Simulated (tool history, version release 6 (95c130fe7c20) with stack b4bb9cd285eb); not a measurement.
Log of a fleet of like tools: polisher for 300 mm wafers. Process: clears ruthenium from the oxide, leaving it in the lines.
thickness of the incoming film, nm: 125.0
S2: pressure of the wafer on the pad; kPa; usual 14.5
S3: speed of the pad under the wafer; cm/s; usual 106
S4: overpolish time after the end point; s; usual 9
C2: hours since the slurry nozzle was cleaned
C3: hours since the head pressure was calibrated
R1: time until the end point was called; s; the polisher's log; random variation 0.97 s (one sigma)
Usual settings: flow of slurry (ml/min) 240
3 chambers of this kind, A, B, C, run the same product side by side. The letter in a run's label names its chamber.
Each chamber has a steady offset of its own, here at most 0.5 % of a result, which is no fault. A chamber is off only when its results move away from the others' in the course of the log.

{"run": "1B", "hour": 2.6, "flow of slurry (ml/min)": 240, "S2": 14.5, "S3": 106, "S4": 9, "wafers polished on this pad": 358, "C2": 89.6, "C3": 158.5, "R1": 96.065}
{"run": "2C", "hour": 6.2, "flow of slurry (ml/min)": 240, "S2": 14.5, "S3": 106, "S4": 9, "wafers polished on this pad": 479, "C2": 303.5, "C3": 21.0, "R1": 97.9}
{"run": "3A", "hour": 9.2, "flow of slurry (ml/min)": 240, "S2": 14.5, "S3": 106, "S4": 9, "wafers polished on this pad": 302, "C2": 133.6, "C3": 740.1, "R1": 97.046}
{"run": "4A", "hour": 13.0, "flow of slurry (ml/min)": 240, "S2": 14.5, "S3": 106, "S4": 9, "wafers polished on this pad": 333, "C2": 137.4, "C3": 743.9, "R1": 96.118}
{"run": "5B", "hour": 16.1, "flow of slurry (ml/min)": 240, "S2": 14.5, "S3": 106, "S4": 9, "wafers polished on this pad": 469, "C2": 103.1, "C3": 172.0, "R1": 95.529}
{"run": "6C", "hour": 20.2, "flow of slurry (ml/min)": 240, "S2": 14.5, "S3": 106, "S4": 9, "wafers polished on this pad": 595, "C2": 317.5, "C3": 35.0, "R1": 95.205}
{"run": "7B", "hour": 22.5, "flow of slurry (ml/min)": 240, "S2": 14.5, "S3": 106, "S4": 9, "wafers polished on this pad": 523, "C2": 109.5, "C3": 178.4, "R1": 95.615}
{"run": "8A", "hour": 25.3, "flow of slurry (ml/min)": 240, "S2": 14.5, "S3": 106, "S4": 9, "wafers polished on this pad": 435, "C2": 149.7, "C3": 756.2, "R1": 96.656}
{"hour": 25.6, "done": "chamber A: worn pad replaced by a new one"}
{"run": "9C", "hour": 27.3, "flow of slurry (ml/min)": 290, "S2": 14.5, "S3": 106, "S4": 9, "wafers polished on this pad": 653, "C2": 324.6, "C3": 42.1, "R1": 94.781}
{"run": "10A", "hour": 30.3, "flow of slurry (ml/min)": 290, "S2": 14.5, "S3": 106, "S4": 9, "wafers polished on this pad": 39, "C2": 154.7, "C3": 761.2, "R1": 93.505}
{"run": "11B", "hour": 32.2, "flow of slurry (ml/min)": 290, "S2": 14.5, "S3": 106, "S4": 9, "wafers polished on this pad": 603, "C2": 119.2, "C3": 188.1, "R1": 92.943}
{"run": "12C", "hour": 35.1, "flow of slurry (ml/min)": 240, "S2": 14.5, "S3": 106, "S4": 5, "wafers polished on this pad": 718, "C2": 332.4, "C3": 49.9, "R1": 97.475}
{"hour": 37.0, "done": "chamber C: worn pad replaced by a new one"}
{"hour": 38.5, "done": "chamber B: worn pad replaced by a new one"}
{"run": "13A", "hour": 38.7, "flow of slurry (ml/min)": 240, "S2": 14.5, "S3": 106, "S4": 5, "wafers polished on this pad": 108, "C2": 163.1, "C3": 769.6, "R1": 94.387}
{"run": "14C", "hour": 42.0, "flow of slurry (ml/min)": 240, "S2": 14.5, "S3": 106, "S4": 5, "wafers polished on this pad": 42, "C2": 339.3, "C3": 56.8, "R1": 94.393}
{"run": "15B", "hour": 46.2, "flow of slurry (ml/min)": 240, "S2": 14.5, "S3": 106, "S4": 9, "wafers polished on this pad": 64, "C2": 133.2, "C3": 202.1, "R1": 93.072}
{"run": "16B", "hour": 48.9, "flow of slurry (ml/min)": 300, "S2": 14.5, "S3": 106, "S4": 9, "wafers polished on this pad": 86, "C2": 135.9, "C3": 204.8, "R1": 90.839}
{"run": "17C", "hour": 51.2, "flow of slurry (ml/min)": 300, "S2": 14.5, "S3": 106, "S4": 9, "wafers polished on this pad": 118, "C2": 348.5, "C3": 66.0, "R1": 93.916}
{"run": "18A", "hour": 53.8, "flow of slurry (ml/min)": 300, "S2": 14.5, "S3": 106, "S4": 9, "wafers polished on this pad": 234, "C2": 178.2, "C3": 784.7, "R1": 94.819}
{"run": "19B", "hour": 57.8, "flow of slurry (ml/min)": 240, "S2": 14.5, "S3": 106, "S4": 9, "wafers polished on this pad": 160, "C2": 144.8, "C3": 213.7, "R1": 91.211}
{"run": "20A", "hour": 59.7, "flow of slurry (ml/min)": 240, "S2": 16.5, "S3": 106, "S4": 9, "wafers polished on this pad": 282, "C2": 184.1, "C3": 790.6, "R1": 83.833}
{"run": "21C", "hour": 62.2, "flow of slurry (ml/min)": 240, "S2": 16.5, "S3": 106, "S4": 9, "wafers polished on this pad": 209, "C2": 359.5, "C3": 77.0, "R1": 84.562}
{"run": "22C", "hour": 65.7, "flow of slurry (ml/min)": 240, "S2": 16.5, "S3": 106, "S4": 9, "wafers polished on this pad": 238, "C2": 363.0, "C3": 80.5, "R1": 83.732}
{"run": "23B", "hour": 68.2, "flow of slurry (ml/min)": 240, "S2": 14.5, "S3": 106, "S4": 9, "wafers polished on this pad": 246, "C2": 155.2, "C3": 224.1, "R1": 91.098}
{"run": "24A", "hour": 70.7, "flow of slurry (ml/min)": 240, "S2": 14.5, "S3": 106, "S4": 9, "wafers polished on this pad": 374, "C2": 195.1, "C3": 801.6, "R1": 97.34}
{"run": "25A", "hour": 74.5, "flow of slurry (ml/min)": 240, "S2": 14.5, "S3": 106, "S4": 9, "wafers polished on this pad": 405, "C2": 198.9, "C3": 805.4, "R1": 95.95}
{"run": "26B", "hour": 77.9, "flow of slurry (ml/min)": 240, "S2": 14.5, "S3": 106, "S4": 9, "wafers polished on this pad": 326, "C2": 164.9, "C3": 233.8, "R1": 90.355}

What goes on in this fleet: one chamber off, a drifting gauge, or nothing beyond the chambers' own small offsets? Name the chamber and the cause, if any.

Chamber B drifts away from the others.
Cause: head's pressure above its setpoint, % = 6.93.

Here are 4 candidates for chamber B's next run, each the usual settings with a change, their results left as question marks. Which one brings its results back in line with what the others give on the usual settings?
In line means no further than this from the other chambers' mean on the usual settings: R1 3.400 s
{"run": "27B-1", "hour": 81.0, "flow of slurry (ml/min)": 240, "S2": 14.5, "S3": 120, "S4": 9, "R1": "?"}
{"run": "27B-2", "hour": 81.0, "flow of slurry (ml/min)": 240, "S2": 14.5, "S3": 112, "S4": 9, "R1": "?"}
{"run": "27B-3", "hour": 81.0, "flow of slurry (ml/min)": 240, "S2": 14.5, "S3": 98, "S4": 9, "R1": "?"}
{"run": "27B-4", "hour": 81.0, "flow of slurry (ml/min)": 240, "S2": 13.8, "S3": 98, "S4": 9, "R1": "?"}

The other chambers' mean on the usual settings: R1 96.354 s
run=27B-1 R1=80.206
run=27B-2 R1=85.853
run=27B-3 R1=97.919
run=27B-4 R1=102.740
27B-3 brings the chamber back in line.
